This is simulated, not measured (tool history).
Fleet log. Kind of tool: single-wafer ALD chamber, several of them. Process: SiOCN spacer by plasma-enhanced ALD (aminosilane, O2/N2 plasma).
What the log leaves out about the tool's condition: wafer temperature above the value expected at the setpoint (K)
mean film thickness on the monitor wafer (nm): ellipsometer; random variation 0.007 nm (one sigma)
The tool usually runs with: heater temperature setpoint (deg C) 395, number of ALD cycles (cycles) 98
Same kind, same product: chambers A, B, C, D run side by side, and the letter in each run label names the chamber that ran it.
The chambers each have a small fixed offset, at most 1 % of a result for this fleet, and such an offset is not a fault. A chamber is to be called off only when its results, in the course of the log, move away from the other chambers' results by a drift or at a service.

run	day	heater temperature setpoint (deg C)	number of ALD cycles (cycles)	hours since the last thermocouple change	read-back reference wafer on the same gauge, thickness_nm	mean film thickness on the monitor wafer (nm)
1D	0.462	395	98	1565.4	6.0395	5.9660
2C	0.758	395	98	519.6	6.0376	5.8938
3A	0.988	395	98	852.1	6.0353	5.9565
4B	1.288	395	98	1774.5	6.0371	5.8790
5B	1.646	395	98	1783.1	6.0344	5.8815
6C	1.862	395	98	546.1	6.0362	5.8899
7A	2.254	395	98	882.5	6.0354	5.9441
8D	2.592	395	98	1616.5	6.0300	5.9477
9C	2.796	395	98	568.5	6.0306	5.8925
10D	3.104	395	98	1628.8	6.0311	5.9582
11B	3.483	395	98	1827.2	6.0296	5.8629
12A	3.762	395	98	918.7	6.0292	5.9447
13D	4.192	395	98	1654.9	6.0268	5.9438
14A	4.396	395	98	933.9	6.0279	5.9597
15B	4.712	395	98	1856.7	6.0241	5.8768
16C	5.125	395	98	624.4	6.0249	5.8883
17A	5.412	395	98	958.3	6.0241	5.9454
18C	5.821	395	98	641.1	6.0232	5.8813
19D	6.200	395	98	1703.1	6.0228	5.9414
20B	6.483	395	98	1899.2	6.0206	5.8511
21A	6.875	381	98	993.4	6.0198	5.9338
22B	7.192	381	98	1916.2	6.0183	5.8617
23C	7.538	381	98	682.3	6.0182	5.8726
24D	7.788	381	98	1741.2	6.0167	5.9423
25A	8.025	395	98	1021.0	6.0159	5.9387
26D	8.421	395	98	1756.4	6.0156	5.9294
27B	8.742	395	98	1953.4	6.0149	5.8678
28C	8.992	395	98	717.2	6.0116	5.8713
29A	9.329	395	98	1052.3	6.0104	5.9368

Decide between three cases: one chamber stands off from its peers, the gauge reading all wafers drifts, or nothing is wrong past each chamber's small offset. Where a chamber is off, say which and what most likely put it there.

It is the gauge, not a chamber: its drift shows up in every chamber's results at once, and no chamber is off.
What lies behind it: gauge reads low (%) = 0.487.
